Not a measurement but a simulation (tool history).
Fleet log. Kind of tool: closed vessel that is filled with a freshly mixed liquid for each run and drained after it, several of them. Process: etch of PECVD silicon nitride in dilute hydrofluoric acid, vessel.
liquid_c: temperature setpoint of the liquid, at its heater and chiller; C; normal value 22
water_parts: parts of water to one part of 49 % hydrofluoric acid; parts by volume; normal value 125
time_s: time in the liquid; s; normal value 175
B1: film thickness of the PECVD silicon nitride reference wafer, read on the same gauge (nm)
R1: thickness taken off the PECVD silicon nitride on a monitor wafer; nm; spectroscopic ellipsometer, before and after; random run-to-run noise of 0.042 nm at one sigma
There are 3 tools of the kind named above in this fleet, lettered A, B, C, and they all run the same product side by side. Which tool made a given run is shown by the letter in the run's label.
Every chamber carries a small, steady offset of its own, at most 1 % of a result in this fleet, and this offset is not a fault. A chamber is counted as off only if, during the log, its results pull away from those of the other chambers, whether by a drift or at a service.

{"run": "1B", "day": 0.379, "liquid_c": 22, "water_parts": 125, "time_s": 175, "B1": 90.023, "R1": 6.0271}
{"run": "2C", "day": 0.771, "liquid_c": 22, "water_parts": 125, "time_s": 175, "B1": 89.993, "R1": 5.9608}
{"run": "3A", "day": 1.133, "liquid_c": 22, "water_parts": 125, "time_s": 175, "B1": 90.004, "R1": 6.1156}
{"run": "4A", "day": 1.521, "liquid_c": 22, "water_parts": 125, "time_s": 175, "B1": 90.031, "R1": 6.1146}
{"run": "5C", "day": 1.85, "liquid_c": 22, "water_parts": 125, "time_s": 270, "B1": 89.99, "R1": 9.2669}
{"run": "6B", "day": 2.275, "liquid_c": 22, "water_parts": 125, "time_s": 270, "B1": 90.007, "R1": 9.3509}
{"run": "7A", "day": 2.546, "liquid_c": 22, "water_parts": 125, "time_s": 270, "B1": 89.95, "R1": 9.4911}
{"run": "8B", "day": 2.933, "liquid_c": 22, "water_parts": 125, "time_s": 175, "B1": 89.991, "R1": 6.0779}
{"run": "9C", "day": 3.292, "liquid_c": 22, "water_parts": 125, "time_s": 245, "B1": 90.024, "R1": 8.4462}
{"run": "10C", "day": 3.808, "liquid_c": 22, "water_parts": 125, "time_s": 245, "B1": 90.034, "R1": 8.2085}
{"run": "11B", "day": 4.221, "liquid_c": 22, "water_parts": 125, "time_s": 245, "B1": 90.013, "R1": 8.3446}
{"run": "12A", "day": 4.571, "liquid_c": 22, "water_parts": 125, "time_s": 175, "B1": 90.01, "R1": 6.0158}
{"run": "13A", "day": 5.058, "liquid_c": 22, "water_parts": 125, "time_s": 175, "B1": 90.022, "R1": 6.0911}
{"run": "14B", "day": 5.35, "liquid_c": 22, "water_parts": 125, "time_s": 175, "B1": 90.01, "R1": 6.0861}
{"run": "15C", "day": 5.817, "liquid_c": 19, "water_parts": 180, "time_s": 175, "B1": 90.004, "R1": 3.3709}
{"run": "16B", "day": 6.221, "liquid_c": 19, "water_parts": 180, "time_s": 175, "B1": 89.991, "R1": 3.4782}
{"run": "17C", "day": 6.525, "liquid_c": 19, "water_parts": 180, "time_s": 175, "B1": 90.007, "R1": 3.3277}
{"run": "18A", "day": 6.925, "liquid_c": 26.5, "water_parts": 90, "time_s": 175, "B1": 89.991, "R1": 11.494}
{"run": "19A", "day": 7.329, "liquid_c": 26.5, "water_parts": 90, "time_s": 175, "B1": 89.981, "R1": 11.303}
{"run": "20B", "day": 7.825, "liquid_c": 26.5, "water_parts": 90, "time_s": 175, "B1": 89.972, "R1": 11.228}
{"run": "21C", "day": 8.162, "liquid_c": 22, "water_parts": 125, "time_s": 175, "B1": 90.026, "R1": 5.7175}
{"run": "22B", "day": 8.546, "liquid_c": 22, "water_parts": 125, "time_s": 175, "B1": 89.996, "R1": 6.0634}
{"run": "23C", "day": 9.004, "liquid_c": 22, "water_parts": 125, "time_s": 175, "B1": 89.98, "R1": 5.6829}
{"run": "24A", "day": 9.35, "liquid_c": 22, "water_parts": 125, "time_s": 175, "B1": 90, "R1": 6.0839}
{"run": "25A", "day": 9.758, "liquid_c": 22, "water_parts": 95, "time_s": 175, "B1": 90.005, "R1": 7.9302}
{"run": "26B", "day": 10.217, "liquid_c": 22, "water_parts": 95, "time_s": 175, "B1": 90.015, "R1": 7.9172}
{"day": 10.567, "done": "chamber A: hydrofluoric acid flow meter replaced"}
{"run": "27C", "day": 10.65, "liquid_c": 22, "water_parts": 95, "time_s": 175, "B1": 89.995, "R1": 7.3799}
{"run": "28A", "day": 11.017, "liquid_c": 22, "water_parts": 125, "time_s": 175, "B1": 90.001, "R1": 6.0093}
{"run": "29C", "day": 11.338, "liquid_c": 22, "water_parts": 125, "time_s": 175, "B1": 90.04, "R1": 5.5823}

What goes on in this fleet: one chamber off, a drifting gauge, or nothing beyond the chambers' own small offsets? Name the chamber and the cause, if any.

Little by little, chamber C moves away from the other chambers.
Most likely cause: liquid colder than its thermometer reads (K) = 1.26.
The log may not tell that from: hydrofluoric acid flow below the setpoint (%).

Chamber C could run next with any of the 4 candidate recipes listed below; each alters the usual settings, and their results appear as question marks. Which one brings its results back in line with what the other chambers deliver on the usual settings?
In line here means within this much of the mean the other chambers give on the usual settings: R1 0.15 nm
{"run": "30C-1", "day": 11.712, "liquid_c": 22.5, "water_parts": 120, "time_s": 185, "R1": "?"}
{"run": "30C-2", "day": 11.712, "liquid_c": 22, "water_parts": 125, "time_s": 160, "R1": "?"}
{"run": "30C-3", "day": 11.712, "liquid_c": 22, "water_parts": 125, "time_s": 190, "R1": "?"}
{"run": "30C-4", "day": 11.712, "liquid_c": 21.5, "water_parts": 130, "time_s": 165, "R1": "?"}

On the usual settings, the other chambers give on average: R1 6.065 nm
run=30C-1 R1=6.3082
run=30C-2 R1=5.0675
run=30C-3 R1=6.0176
run=30C-4 R1=4.8617
With 30C-3, the chamber falls back in line with the rest.

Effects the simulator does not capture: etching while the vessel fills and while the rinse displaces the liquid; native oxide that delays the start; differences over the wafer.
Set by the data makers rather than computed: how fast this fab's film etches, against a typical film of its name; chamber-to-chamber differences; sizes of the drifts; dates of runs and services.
